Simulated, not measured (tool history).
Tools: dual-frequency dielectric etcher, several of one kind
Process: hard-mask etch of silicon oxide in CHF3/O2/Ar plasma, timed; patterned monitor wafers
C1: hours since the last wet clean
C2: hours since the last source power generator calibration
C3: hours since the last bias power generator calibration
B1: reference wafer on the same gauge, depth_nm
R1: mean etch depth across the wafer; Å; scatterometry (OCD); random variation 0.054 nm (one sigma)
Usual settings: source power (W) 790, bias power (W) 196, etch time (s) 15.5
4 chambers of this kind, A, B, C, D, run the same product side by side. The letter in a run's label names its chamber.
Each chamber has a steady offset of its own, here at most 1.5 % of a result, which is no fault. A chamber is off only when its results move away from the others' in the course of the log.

Run 1D, hour 12.2: usual settings; C1 476.1; C2 3210.8; C3 957.2; B1 37.330. Result: R1 351.20 Å.
Run 2B, hour 19.1: usual settings; C1 232.1; C2 1521.0; C3 3896.7; B1 37.315. Result: R1 353.39 Å.
At hour 26.2: chamber A: wet clean of the chamber.
Run 3A, hour 29.1: usual settings; C1 3.0; C2 1185.0; C3 293.8; B1 37.317. Result: R1 349.11 Å.
At hour 33.6: chamber D: wet clean of the chamber.
Run 4C, hour 40.4: usual settings; C1 142.7; C2 1529.8; C3 2544.0; B1 37.346. Result: R1 352.39 Å.
Run 5B, hour 52.6: usual settings; C1 265.6; C2 1554.5; C3 3930.2; B1 37.338. Result: R1 354.13 Å.
Run 6C, hour 61.0: usual settings; C1 163.3; C2 1550.4; C3 2564.6; B1 37.343. Result: R1 352.12 Å.
Run 7A, hour 74.1: usual settings; C1 48.0; C2 1230.0; C3 338.8; B1 37.346. Result: R1 348.34 Å.
Run 8D, hour 85.7: usual settings; C1 52.2; C2 3284.3; C3 1030.7; B1 37.353. Result: R1 351.69 Å.
Run 9A, hour 92.5: usual settings; C1 66.4; C2 1248.4; C3 357.2; B1 37.352. Result: R1 349.32 Å.
At hour 101.6: chamber B: wet clean of the chamber.
Run 10C, hour 101.9: usual settings; C1 204.2; C2 1591.3; C3 2605.5; B1 37.365. Result: R1 351.75 Å.
Run 11D, hour 110.3: usual settings; C1 76.8; C2 3308.9; C3 1055.3; B1 37.371. Result: R1 352.05 Å.
Run 12B, hour 118.9: usual settings but source power (W) 640, bias power (W) 232; C1 17.4; C2 1620.8; C3 3996.5; B1 37.384. Result: R1 345.96 Å.
Run 13C, hour 131.8: usual settings but source power (W) 640, bias power (W) 232; C1 234.1; C2 1621.2; C3 2635.4; B1 37.397. Result: R1 344.20 Å.
Run 14D, hour 141.3: usual settings but source power (W) 640, bias power (W) 232; C1 107.8; C2 3339.9; C3 1086.3; B1 37.398. Result: R1 344.99 Å.
Run 15A, hour 148.5: usual settings but source power (W) 640, bias power (W) 232; C1 122.4; C2 1304.4; C3 413.2; B1 37.396. Result: R1 342.08 Å.
Run 16B, hour 156.5: usual settings; C1 55.0; C2 1658.4; C3 4034.1; B1 37.411. Result: R1 354.82 Å.
Run 17A, hour 169.8: usual settings; C1 143.7; C2 1325.7; C3 434.5; B1 37.420. Result: R1 349.52 Å.
Run 18C, hour 177.1: usual settings but bias power (W) 178, etch time (s) 11.0; C1 279.4; C2 1666.5; C3 2680.7; B1 37.417. Result: R1 242.77 Å.
Run 19B, hour 187.7: usual settings but bias power (W) 178, etch time (s) 11.0; C1 86.2; C2 1689.6; C3 4065.3; B1 37.438. Result: R1 243.59 Å.
At hour 197.0: chamber B: bias power generator calibrated.
Run 20D, hour 200.2: usual settings but bias power (W) 178, etch time (s) 11.0; C1 166.7; C2 3398.8; C3 1145.2; B1 37.448. Result: R1 242.52 Å.
Run 21C, hour 206.6: usual settings but bias power (W) 178, etch time (s) 11.0; C1 308.9; C2 1696.0; C3 2710.2; B1 37.431. Result: R1 243.02 Å.
At hour 210.7: chamber C: wet clean of the chamber.
Run 22B, hour 216.3: usual settings; C1 114.8; C2 1718.2; C3 19.4; B1 37.450. Result: R1 355.50 Å.
Run 23D, hour 228.5: usual settings; C1 195.0; C2 3427.1; C3 1173.5; B1 37.431. Result: R1 352.90 Å.
Run 24A, hour 239.2: usual settings; C1 213.1; C2 1395.1; C3 503.9; B1 37.472. Result: R1 350.94 Å.
Run 25C, hour 250.0: usual settings; C1 39.4; C2 1739.4; C3 2753.6; B1 37.473. Result: R1 354.46 Å.
Run 26A, hour 263.1: usual settings; C1 237.0; C2 1419.0; C3 527.8; B1 37.479. Result: R1 350.67 Å.
Run 27D, hour 275.1: usual settings; C1 241.6; C2 3473.7; C3 1220.1; B1 37.475. Result: R1 352.48 Å.
Run 28B, hour 287.9: usual settings; C1 186.4; C2 1789.8; C3 91.0; B1 37.496. Result: R1 354.99 Å.
Run 29A, hour 301.6: usual settings; C1 275.5; C2 1457.5; C3 566.3; B1 37.499. Result: R1 350.31 Å.
At hour 305.1: chamber B: source power generator calibrated.
Run 30B, hour 314.0: usual settings; C1 212.5; C2 8.9; C3 117.1; B1 37.530. Result: R1 356.46 Å.
Run 31C, hour 322.9: usual settings; C1 112.3; C2 1812.3; C3 2826.5; B1 37.515. Result: R1 354.66 Å.
Run 32D, hour 333.1: usual settings; C1 299.6; C2 3531.7; C3 1278.1; B1 37.536. Result: R1 354.20 Å.

Is one chamber off against the others, does the gauge drift, or is nothing wrong? If a chamber is off, say which, and what the likeliest cause is.

The gauge drifts, so all chambers seem to drift together. No chamber is off.
Cause: gauge reads high (%) = 0.632.
